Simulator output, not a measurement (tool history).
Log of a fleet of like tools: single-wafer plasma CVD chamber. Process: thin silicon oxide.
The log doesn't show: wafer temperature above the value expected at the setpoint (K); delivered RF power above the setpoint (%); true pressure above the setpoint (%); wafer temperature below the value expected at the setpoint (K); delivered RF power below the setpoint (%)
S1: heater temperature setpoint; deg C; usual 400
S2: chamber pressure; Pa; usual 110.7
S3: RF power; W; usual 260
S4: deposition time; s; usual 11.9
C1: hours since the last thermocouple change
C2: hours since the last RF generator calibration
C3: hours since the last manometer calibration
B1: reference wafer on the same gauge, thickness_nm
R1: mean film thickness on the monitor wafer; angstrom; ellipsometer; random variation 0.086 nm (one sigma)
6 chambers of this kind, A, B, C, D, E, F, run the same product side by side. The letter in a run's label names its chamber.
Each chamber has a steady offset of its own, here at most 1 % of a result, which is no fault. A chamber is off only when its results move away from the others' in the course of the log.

Run 1C, hour 5.5: usual settings; C1 630.9; C2 518.9; C3 982.6; B1 22.402. Result: R1 214.48 angstrom.
Run 2B, hour 8.5: usual settings; C1 223; C2 1057.9; C3 618.2; B1 22.415. Result: R1 212.09 angstrom.
Run 3F, hour 11.4: usual settings; C1 470; C2 963.2; C3 1431; B1 22.393. Result: R1 212.01 angstrom.
Run 4A, hour 16.7: usual settings; C1 971.5; C2 839.8; C3 406.3; B1 22.412. Result: R1 210.85 angstrom.
Run 5D, hour 22.3: usual settings; C1 2142.1; C2 799.1; C3 265.9; B1 22.394. Result: R1 212.3 angstrom.
Run 6E, hour 25.4: usual settings but S3 300 W; C1 138.7; C2 323.2; C3 402.6; B1 22.41. Result: R1 225.52 angstrom.
Run 7C, hour 28.9: usual settings but S3 300 W; C1 654.3; C2 542.3; C3 1006; B1 22.414. Result: R1 227.2 angstrom.
At hour 29.3: chamber F: RF generator calibrated.
Run 8F, hour 34.8: usual settings but S3 300 W; C1 493.4; C2 5.5; C3 1454.4; B1 22.424. Result: R1 227.93 angstrom.
Run 9B, hour 40.5: usual settings but S3 300 W; C1 255; C2 1089.9; C3 650.2; B1 22.403. Result: R1 225.85 angstrom.
Run 10E, hour 43.3: usual settings but S3 300 W; C1 156.6; C2 341.1; C3 420.5; B1 22.396. Result: R1 226.32 angstrom.
Run 11D, hour 48.2: usual settings but S3 300 W; C1 2168; C2 825; C3 291.8; B1 22.365. Result: R1 226.96 angstrom.
At hour 52.7: chamber F: capacitance manometer re-zeroed and calibrated.
Run 12A, hour 53.2: usual settings; C1 1008; C2 876.3; C3 442.8; B1 22.427. Result: R1 211.46 angstrom.
Run 13F, hour 58.3: usual settings; C1 516.9; C2 29; C3 5.6; B1 22.392. Result: R1 221.99 angstrom.
Run 14E, hour 62.5: usual settings; C1 175.8; C2 360.3; C3 439.7; B1 22.435. Result: R1 210.88 angstrom.
Run 15C, hour 67.2: usual settings; C1 692.6; C2 580.6; C3 1044.3; B1 22.401. Result: R1 213.94 angstrom.
Run 16B, hour 72.7: usual settings but S4 13.3 s; C1 287.2; C2 1122.1; C3 682.4; B1 22.401. Result: R1 237.04 angstrom.
Run 17D, hour 77.6: usual settings but S4 13.3 s; C1 2197.4; C2 854.4; C3 321.2; B1 22.432. Result: R1 237.95 angstrom.
Run 18A, hour 83.5: usual settings but S4 13.3 s; C1 1038.3; C2 906.6; C3 473.1; B1 22.383. Result: R1 237.89 angstrom.
Run 19C, hour 89: usual settings but S4 13.3 s; C1 714.4; C2 602.4; C3 1066.1; B1 22.418. Result: R1 238.37 angstrom.
Run 20F, hour 93.1: usual settings but S4 13.3 s; C1 551.7; C2 63.8; C3 40.4; B1 22.387. Result: R1 247.87 angstrom.
Run 21D, hour 96.7: usual settings but S4 13.3 s; C1 2216.5; C2 873.5; C3 340.3; B1 22.391. Result: R1 239.07 angstrom.
Run 22B, hour 103.1: usual settings; C1 317.6; C2 1152.5; C3 712.8; B1 22.42. Result: R1 212.49 angstrom.
Run 23E, hour 108.6: usual settings; C1 221.9; C2 406.4; C3 485.8; B1 22.417. Result: R1 211.55 angstrom.
Run 24A, hour 113.2: usual settings but S1 410 deg C, S4 14.1 s; C1 1068; C2 936.3; C3 502.8; B1 22.387. Result: R1 249.77 angstrom.
Run 25A, hour 118.6: usual settings but S1 410 deg C, S4 14.1 s; C1 1073.4; C2 941.7; C3 508.2; B1 22.401. Result: R1 250.36 angstrom.
Run 26E, hour 121.4: usual settings but S1 410 deg C, S4 14.1 s; C1 234.7; C2 419.2; C3 498.6; B1 22.41. Result: R1 249.44 angstrom.
Run 27B, hour 126.5: usual settings but S1 410 deg C, S4 14.1 s; C1 341; C2 1175.9; C3 736.2; B1 22.403. Result: R1 250.6 angstrom.
Run 28F, hour 129.9: usual settings but S1 410 deg C, S4 14.1 s; C1 588.5; C2 100.6; C3 77.2; B1 22.389. Result: R1 261.43 angstrom.
Run 29D, hour 134.8: usual settings but S1 410 deg C, S4 14.1 s; C1 2254.6; C2 911.6; C3 378.4; B1 22.395. Result: R1 250.79 angstrom.
Run 30C, hour 138.1: usual settings; C1 763.5; C2 651.5; C3 1115.2; B1 22.407. Result: R1 213.8 angstrom.
Run 31C, hour 141.7: usual settings; C1 767.1; C2 655.1; C3 1118.8; B1 22.407. Result: R1 213.41 angstrom.
Run 32F, hour 145.6: usual settings; C1 604.2; C2 116.3; C3 92.9; B1 22.407. Result: R1 221.29 angstrom.
Run 33B, hour 148.7: usual settings but S2 129.6 Pa; C1 363.2; C2 1198.1; C3 758.4; B1 22.412. Result: R1 243.26 angstrom.
Run 34A, hour 154: usual settings but S2 129.6 Pa; C1 1108.8; C2 977.1; C3 543.6; B1 22.393. Result: R1 241.55 angstrom.
Run 35D, hour 156.8: usual settings but S2 129.6 Pa; C1 2276.6; C2 933.6; C3 400.4; B1 22.398. Result: R1 244.99 angstrom.
Run 36E, hour 161.1: usual settings but S2 129.6 Pa; C1 274.4; C2 458.9; C3 538.3; B1 22.385. Result: R1 242.11 angstrom.

Is one chamber off against the others, does the gauge drift, or is nothing wrong? If a chamber is off, say which, and what the likeliest cause is.

A service left chamber F off against the others.
Cause: true pressure above the setpoint (%) = 4.81.

Here are 4 candidates for chamber F's next run, each the usual settings with a change, their results left as question marks. Which one brings its results back in line with what the others give on the usual settings?
In line means no further than this from the other chambers' mean on the usual settings: R1 3 angstrom
Run 37F-1, hour 165.7: usual settings but S2 109.5 Pa, S4 11.8 s. Result: R1 ?.
Run 37F-2, hour 165.7: usual settings but S3 255 W, S4 11.5 s. Result: R1 ?.
Run 37F-3, hour 165.7: usual settings but S4 12.1 s. Result: R1 ?.
Run 37F-4, hour 165.7: usual settings but S2 113.3 Pa, S4 12.1 s. Result: R1 ?.

The other chambers' mean on the usual settings: R1 212.73 angstrom
  run      R1
37F-1  218.21
37F-2  212.84
37F-3  225.82
37F-4  230.43
37F-2 brings the chamber back in line.

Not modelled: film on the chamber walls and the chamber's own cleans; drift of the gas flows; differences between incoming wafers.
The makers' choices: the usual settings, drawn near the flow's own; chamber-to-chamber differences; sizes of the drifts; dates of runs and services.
